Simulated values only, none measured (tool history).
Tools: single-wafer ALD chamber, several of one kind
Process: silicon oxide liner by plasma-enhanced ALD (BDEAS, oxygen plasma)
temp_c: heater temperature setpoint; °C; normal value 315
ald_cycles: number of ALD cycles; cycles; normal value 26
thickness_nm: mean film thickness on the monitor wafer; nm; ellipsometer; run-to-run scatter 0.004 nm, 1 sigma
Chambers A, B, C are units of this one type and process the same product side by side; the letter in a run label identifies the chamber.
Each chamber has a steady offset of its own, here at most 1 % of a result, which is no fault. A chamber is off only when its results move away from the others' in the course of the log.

| run | day | temp_c | ald_cycles | read-back reference wafer on the same gauge, thickness_nm | thickness_nm |
|---|---|---|---|---|---|
| 1B | 0.462 | 315 | 26 | 2.7393 | 2.3802 |
| 2C | 0.821 | 315 | 26 | 2.7403 | 2.3768 |
| 3A | 1.196 | 315 | 26 | 2.7412 | 2.3489 |
| 4C | 1.829 | 315 | 26 | 2.7418 | 2.3878 |
| 5B | 2.388 | 315 | 26 | 2.7422 | 2.3815 |
| 6A | 2.812 | 315 | 26 | 2.7420 | 2.3491 |
| 7A | 3.196 | 315 | 26 | 2.7424 | 2.3495 |
| 8C | 3.588 | 315 | 26 | 2.7445 | 2.3876 |
| 9B | 3.925 | 315 | 26 | 2.7430 | 2.3816 |
| 10B | 4.483 | 315 | 26 | 2.7445 | 2.3770 |
| 11C | 5.100 | 315 | 26 | 2.7446 | 2.3889 |
| 12A | 5.525 | 328 | 26 | 2.7457 | 2.3143 |
| 13B | 6.108 | 328 | 26 | 2.7453 | 2.3349 |
| 14A | 6.767 | 328 | 26 | 2.7466 | 2.3144 |
| 15C | 7.100 | 315 | 26 | 2.7472 | 2.3838 |
| 16B | 7.650 | 315 | 26 | 2.7473 | 2.3852 |
| 17C | 8.062 | 315 | 26 | 2.7481 | 2.3906 |
| 18A | 8.600 | 315 | 26 | 2.7484 | 2.3575 |
| 19B | 9.058 | 315 | 26 | 2.7488 | 2.3851 |
| 20A | 9.608 | 315 | 26 | 2.7491 | 2.3597 |
| 21C | 10.267 | 315 | 26 | 2.7493 | 2.3840 |
| 22B | 10.854 | 326 | 22 | 2.7505 | 1.9888 |
|  | 10.938 | chamber C: thermocouple changed; heater temperature recalibrated |
| 23A | 11.283 | 326 | 22 | 2.7511 | 1.9599 |
| 24C | 11.825 | 326 | 22 | 2.7510 | 1.9962 |
| 25C | 12.150 | 315 | 26 | 2.7518 | 2.3934 |
| 26B | 12.571 | 315 | 26 | 2.7526 | 2.3867 |
| 27A | 12.958 | 315 | 26 | 2.7536 | 2.3499 |
| 28B | 13.429 | 315 | 26 | 2.7530 | 2.3845 |
| 29A | 13.808 | 315 | 26 | 2.7524 | 2.3550 |
| 30C | 14.317 | 315 | 26 | 2.7550 | 2.3899 |
| 31C | 14.671 | 315 | 26 | 2.7537 | 2.3947 |
| 32B | 15.283 | 315 | 26 | 2.7553 | 2.3844 |
| 33A | 15.708 | 302 | 24 | 2.7560 | 2.2226 |
| 34C | 16.333 | 302 | 24 | 2.7557 | 2.2480 |
| 35A | 16.683 | 302 | 24 | 2.7576 | 2.2219 |
| 36B | 17.062 | 310 | 30 | 2.7564 | 2.7760 |
| 37C | 17.458 | 310 | 30 | 2.7566 | 2.7842 |
| 38B | 18.042 | 310 | 30 | 2.7595 | 2.7837 |
| 39A | 18.346 | 315 | 26 | 2.7563 | 2.3607 |
| 40C | 18.929 | 315 | 26 | 2.7581 | 2.3985 |

For the next run the whole fleet of 3 chambers uses the same settings. Give each chamber's results:
| 41A | 19.408 | 315 | 22 |  | ? |
| 41B | 19.408 | 315 | 22 |  | ? |
| 41C | 19.408 | 315 | 22 |  | ? |

| run | thickness_nm |
|---|---|
| 41A | 1.9954 |
| 41B | 2.0281 |
| 41C | 2.0312 |

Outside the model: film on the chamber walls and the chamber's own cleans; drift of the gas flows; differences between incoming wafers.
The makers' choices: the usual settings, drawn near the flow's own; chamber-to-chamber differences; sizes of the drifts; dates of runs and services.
